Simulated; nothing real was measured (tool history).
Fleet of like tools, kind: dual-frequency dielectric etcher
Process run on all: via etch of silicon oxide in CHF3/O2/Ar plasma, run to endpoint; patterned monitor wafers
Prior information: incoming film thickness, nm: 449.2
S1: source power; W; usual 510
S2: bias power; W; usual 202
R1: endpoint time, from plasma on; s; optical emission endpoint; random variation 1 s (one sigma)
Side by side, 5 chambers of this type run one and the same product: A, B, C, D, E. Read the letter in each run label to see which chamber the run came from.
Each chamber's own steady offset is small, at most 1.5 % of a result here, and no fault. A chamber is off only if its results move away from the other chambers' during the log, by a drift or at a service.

run,hour,S1,S2,R1
1E,4,510,202,234.85
2A,8.6,510,202,233.23
3C,13.2,510,202,233.72
4D,15.9,510,202,230.17
5B,18.1,510,202,234.16
6A,20.6,600,202,218.62
7E,24.3,600,202,221.14
8C,28.8,600,202,221.9
9B,32.3,600,202,219.15
10D,35.9,600,202,217.44
11C,39.3,510,202,234.67
12A,42.3,510,202,232.55
13B,46.1,510,202,236.16
14E,50.3,510,202,234.11
15D,52.8,510,202,231.62
16A,55.2,510,202,232.64
17D,59.7,510,202,230.35
18C,63.8,510,202,234.51
19E,66.2,510,202,235.23
20B,70,510,168,249.4
21A,72.2,510,168,248.5
22C,75.8,510,168,247.98
23B,80.1,510,168,250.5
# hour 82.8: chamber B: wet clean of the chamber
# hour 83.4: chamber A: bias power generator calibrated
24D,83.7,510,168,243.92
25E,87.2,510,202,234.34
26E,90.3,510,202,234.5
27C,94.4,510,202,233.93
28D,98.6,510,240,217.85
29A,101.5,510,240,218.66
30B,104.1,510,240,231.89
31E,106.6,510,240,221.44
32B,110.1,510,240,230.32
33A,113.5,510,202,232.29
34C,117.8,510,202,235.23
35D,120.1,510,202,230.14
36D,122.2,510,202,230.45
37A,126.4,510,202,232.12
38E,129.3,510,202,235.79
39C,132.7,510,202,233.99

The same settings go to every chamber for the next run, one line per chamber below. Forecast the results for each:
40A,136.2,590,202,?
40B,136.2,590,202,?
40C,136.2,590,202,?
40D,136.2,590,202,?
40E,136.2,590,202,?

run,R1
40A,217.84
40B,229.49
40C,222.05
40D,219.2
40E,222.04
